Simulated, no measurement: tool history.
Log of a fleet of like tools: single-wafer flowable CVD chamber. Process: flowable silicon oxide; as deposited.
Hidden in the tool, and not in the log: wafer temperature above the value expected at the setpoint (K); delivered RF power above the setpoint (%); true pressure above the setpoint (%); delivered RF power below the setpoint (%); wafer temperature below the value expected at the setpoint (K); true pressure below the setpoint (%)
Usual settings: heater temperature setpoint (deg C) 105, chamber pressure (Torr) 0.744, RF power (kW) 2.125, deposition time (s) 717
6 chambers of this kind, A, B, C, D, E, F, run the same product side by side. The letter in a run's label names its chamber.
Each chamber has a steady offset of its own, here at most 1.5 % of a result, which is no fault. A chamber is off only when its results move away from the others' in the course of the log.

run	hour	heater temperature setpoint (deg C)	chamber pressure (Torr)	RF power (kW)	deposition time (s)	hours since the last thermocouple change	hours since the last RF generator calibration	hours since the last manometer calibration	read-back reference wafer on the same gauge, thickness_nm	mean film thickness on the monitor wafer (Å)
# hour 5.1: chamber D: thermocouple changed; heater temperature recalibrated
1A	6.1	105	0.744	2.125	717	435.6	915.1	944.5	321.82	3430
2B	15.1	105	0.744	2.125	717	2015.9	337.4	540	322.15	3338.6
3D	23.9	105	0.744	2.125	717	18.8	131.2	496.9	322.2	3344.6
4E	31.9	105	0.744	2.125	717	1117.7	307.1	766.9	321.85	3437.6
5C	37.2	105	0.744	2.125	717	896.3	339	364.7	321.53	3378.2
6F	45.2	105	0.744	2.125	846	616.1	966.2	748.7	322.12	3958.7
7B	53.8	105	0.744	2.125	846	2054.6	376.1	578.7	321.84	3936.9
8F	61.1	105	0.744	2.125	846	632	982.1	764.6	322.34	3932.2
9D	71.4	105	0.744	2.125	846	66.3	178.7	544.4	321.24	3985.3
10C	82.9	105	0.744	2.125	846	942	384.7	410.4	322.18	3988.2
11E	94.2	105	0.744	2.125	846	1180	369.4	829.2	322.19	4021.9
12A	101.9	105	0.604	2.125	717	531.4	1010.9	1040.3	321.8	2559.6
13D	110.3	105	0.604	2.125	717	105.2	217.6	583.3	321.71	2537.7
14A	115.7	105	0.604	2.125	717	545.2	1024.7	1054.1	322.44	2547.7
15C	122.6	105	0.604	2.125	717	981.7	424.4	450.1	321.87	2524.9
16E	129.7	105	0.604	2.125	717	1215.5	404.9	864.7	322.06	2587.2
17B	136	105	0.604	2.125	717	2136.8	458.3	660.9	321.89	2533.3
18F	142	96	0.744	2.125	717	712.9	1063	845.5	322.27	4544.3
19A	153.3	96	0.744	2.125	717	582.8	1062.3	1091.7	321.6	4624.2
20F	162.5	96	0.744	2.125	717	733.4	1083.5	866	322.05	4512.7
21C	170.8	96	0.744	2.125	717	1029.9	472.6	498.3	322.53	4576.6
22E	178.9	96	0.744	2.125	717	1264.7	454.1	913.9	322.13	4652.3
23D	188.1	96	0.744	2.125	717	183	295.4	661.1	322.17	4597.5
24B	194.1	105	0.744	2.125	717	2194.9	516.4	719	322.15	3355
25A	205.8	105	0.744	2.125	717	635.3	1114.8	1144.2	322.56	3422.8
26E	214.7	105	0.744	2.125	717	1300.5	489.9	949.7	322.26	3443.9
27F	221.6	105	0.578	2.125	717	792.5	1142.6	925.1	321.3	2362
28B	227.6	105	0.578	2.125	717	2228.4	549.9	752.5	322.34	2386
29D	237.3	105	0.578	2.125	717	232.2	344.6	710.3	322.06	2357.5
30C	249	105	0.578	2.125	717	1108.1	550.8	576.5	321.95	2366.7
31D	259.9	105	0.578	2.125	717	254.8	367.2	732.9	322.08	2395.4
# hour 270.3: chamber A: RF generator calibrated
32E	270.5	105	0.578	2.125	717	1356.3	545.7	1005.5	322.23	2448.1
33B	279.4	105	0.744	2.125	717	2280.2	601.7	804.3	322.09	3381.8
34F	291.6	105	0.744	2.125	717	862.5	1212.6	995.1	322.28	3326.3
35A	302.2	105	0.744	2.125	717	731.7	31.9	1240.6	321.85	3432.6
36C	307.9	105	0.744	2.125	717	1167	609.7	635.4	322.25	3403.9

Is one chamber off against the others, does the gauge drift, or is nothing wrong? If a chamber is off, say which, and what the likeliest cause is.

No chamber stands off beyond its own small offset, and the gauge holds steady.
